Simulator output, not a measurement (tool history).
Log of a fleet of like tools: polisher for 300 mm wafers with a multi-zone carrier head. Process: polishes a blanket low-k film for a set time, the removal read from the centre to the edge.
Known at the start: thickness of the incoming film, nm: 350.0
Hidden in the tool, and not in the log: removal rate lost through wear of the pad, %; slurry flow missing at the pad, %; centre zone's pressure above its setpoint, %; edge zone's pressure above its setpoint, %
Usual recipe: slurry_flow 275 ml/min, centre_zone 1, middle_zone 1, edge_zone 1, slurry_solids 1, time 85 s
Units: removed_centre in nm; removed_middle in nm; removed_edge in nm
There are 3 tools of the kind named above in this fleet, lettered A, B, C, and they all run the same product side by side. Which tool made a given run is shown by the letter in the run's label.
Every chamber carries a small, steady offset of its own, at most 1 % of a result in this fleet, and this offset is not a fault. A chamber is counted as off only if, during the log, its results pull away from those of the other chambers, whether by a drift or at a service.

run   hour  slurry_flow  centre_zone  middle_zone  edge_zone  slurry_solids  time  wafers polished on this pad  hours since the slurry nozzle was cleaned  hours since the centre zone pressure was calibrated  hours since the edge zone pressure was calibrated  removed_centre  removed_middle  removed_edge
 1B    5.6          275            1            1          1              1    85                          686                                      124.5                                                238.1                                                448          17.305          17.561        17.716
 2C    8.6          275            1            1          1              1    85                          318                                         83                                                394.7                                              252.9          17.485          17.672        17.712
 3A   13.3          275            1            1          1              1    85                          453                                      266.7                                                182.2                                               14.7          17.957          17.856        17.351
 4C   17.5          275            1            1          1              1    85                          417                                       91.9                                                403.6                                              261.8          17.469          17.478        17.583
 5A   23.2          275         0.89            1          1              1    85                          563                                      276.6                                                192.1                                               24.6          15.513          17.538        17.674
 6B   25.9          275         0.89            1          1              1    85                          912                                      144.8                                                258.4                                              468.3          15.512          17.235         17.51
 7A   28.9          275         0.89            1          1              1    85                          627                                      282.3                                                197.8                                               30.3          15.547          17.892        17.622
 8B   33.4          275            1            1          1           1.15    85                          996                                      152.3                                                265.9                                              475.8          18.848          18.592        18.767
 9C   38.5          275            1            1          1           1.15    85                          651                                      112.9                                                424.6                                              282.8          18.671          19.131        18.595
        40  -- chamber B: worn pad replaced by a new one
10C   41.9          275            1            1          1           1.15    85                          689                                      116.3                                                  428                                              286.2          18.855              19         18.99
11A   47.8          275            1            1          1              1    85                          837                                      301.2                                                216.7                                               49.2          17.662          17.392        17.181
12B   50.6          275            1            1          1              1    85                          118                                      169.5                                                283.1                                                493          17.582          17.551        17.429
      51.3  -- chamber C: worn pad replaced by a new one
13B   55.8          275            1            1          1              1    85                          176                                      174.7                                                288.3                                              498.2          17.424          17.752        17.685
14A   60.4          275            1            1          1              1    85                          977                                      313.8                                                229.3                                               61.8          17.773           17.43        17.406
15C   65.4          275            1            1          1              1    85                          157                                      139.8                                                451.5                                              309.7           17.82           17.74        17.679
16B   71.4          275            1            1          1              1    85                          350                                      190.3                                                303.9                                              513.8          17.579          18.133        17.294
      73.6  -- chamber A: worn pad replaced by a new one
17A   76.8          275            1            1          1              1    85                           36                                      330.2                                                245.7                                               78.2          17.337          17.522        17.827
18C   81.9          275            1            1          1              1    85                          341                                      156.3                                                  468                                              326.2          17.285          17.637        17.619
19B   86.1          275            1            1          1              1    85                          513                                        205                                                318.6                                              528.5          17.521          17.763        17.296
20C   90.1          275            1            1          1              1    85                          432                                      164.5                                                476.2                                              334.4           17.72          17.882        17.534
      90.2  -- chamber B: slurry nozzle cleaned
21A   95.4          275            1            1          1              1    85                          242                                      348.8                                                264.3                                               96.8          17.469          17.694        17.217
22B  101.1          275            1            1          1              1    85                          680                                         11                                                333.6                                              543.5          17.561          17.716        17.759
23C  105.2          275            1            1          1              1    85                          600                                      179.6                                                491.3                                              349.5          17.467          17.708         17.79
     105.8  -- chamber A: slurry nozzle cleaned
24A  109.2          275            1            1          1              1    85                          396                                        3.5                                                278.1                                              110.6          17.942          18.168         17.17
25A  113.1          275            1            1          1              1    85                          439                                        7.4                                                  282                                              114.5          17.482          17.874        17.884
26C  117.6          275            1            1          1              1    85                          738                                        192                                                503.7                                              361.9          17.297          17.981        18.105
27B  123.1          275            1            1          1              1    85                          925                                         33                                                355.6                                              565.5          17.555           18.15        17.336
     124.2  -- chamber C: worn pad replaced by a new one
28B  126.7          275            1            1       1.04              1    70                          965                                       36.6                                                359.2                                              569.1          14.328          14.556        14.865
       127  -- chamber B: worn pad replaced by a new one
29C  132.3          275            1            1       1.04              1    70                           90                                      206.7                                                518.4                                              376.6          14.424          14.805        14.831
30A  135.7          275            1            1       1.04              1    70                          691                                         30                                                304.6                                              137.1          14.496          15.031        14.567
31B    139          275            1            1       0.96              1    85                          134                                       48.9                                                371.5                                              581.4          17.562           17.43        17.277
32A  142.1          275            1            1       0.96              1    85                          762                                       36.4                                                  311                                              143.5          17.526          17.486        17.385
33C  145.4          275            1            1       0.96              1    85                          236                                      219.8                                                531.5                                              389.7          17.668          17.449        17.477
34A    151          275            1            1          1              1    85                          861                                       45.3                                                319.9                                              152.4          17.541           17.61        17.635
35B  155.7          275            1            1          1              1    85                          319                                       65.6                                                388.2                                              598.1          17.735            18.1        17.922
36C  158.8          275            1            1          1              1    85                          385                                      233.2                                                544.9                                              403.1          17.628          17.694        17.738
37C    163          275            1            1          1           1.25    60                          432                                      237.4                                                549.1                                              407.3          13.784          13.819        14.025
38A  167.9          275            1            1          1           1.25    60                         1049                                       62.2                                                336.8                                              169.3          13.519          13.697        13.308
39B  170.5          275            1            1          1           1.25    60                          484                                       80.4                                                  403                                              612.9          13.904          13.963        13.609
40B  174.7          275            1            1          1              1    85                          531                                       84.6                                                407.2                                              617.1          17.362          17.491        17.545

Each of the 3 chambers runs these same settings next. Fill in every chamber's results:
41A  179.1          275            1            1        1.1              1    85                                                                                                                                                                                               ?               ?             ?
41B  179.1          275            1            1        1.1              1    85                                                                                                                                                                                               ?               ?             ?
41C  179.1          275            1            1        1.1              1    85                                                                                                                                                                                               ?               ?             ?

run  removed_centre  removed_middle  removed_edge
41A          17.742          17.976        18.508
41B          17.659          17.862        18.142
41C          17.714          17.755        18.279

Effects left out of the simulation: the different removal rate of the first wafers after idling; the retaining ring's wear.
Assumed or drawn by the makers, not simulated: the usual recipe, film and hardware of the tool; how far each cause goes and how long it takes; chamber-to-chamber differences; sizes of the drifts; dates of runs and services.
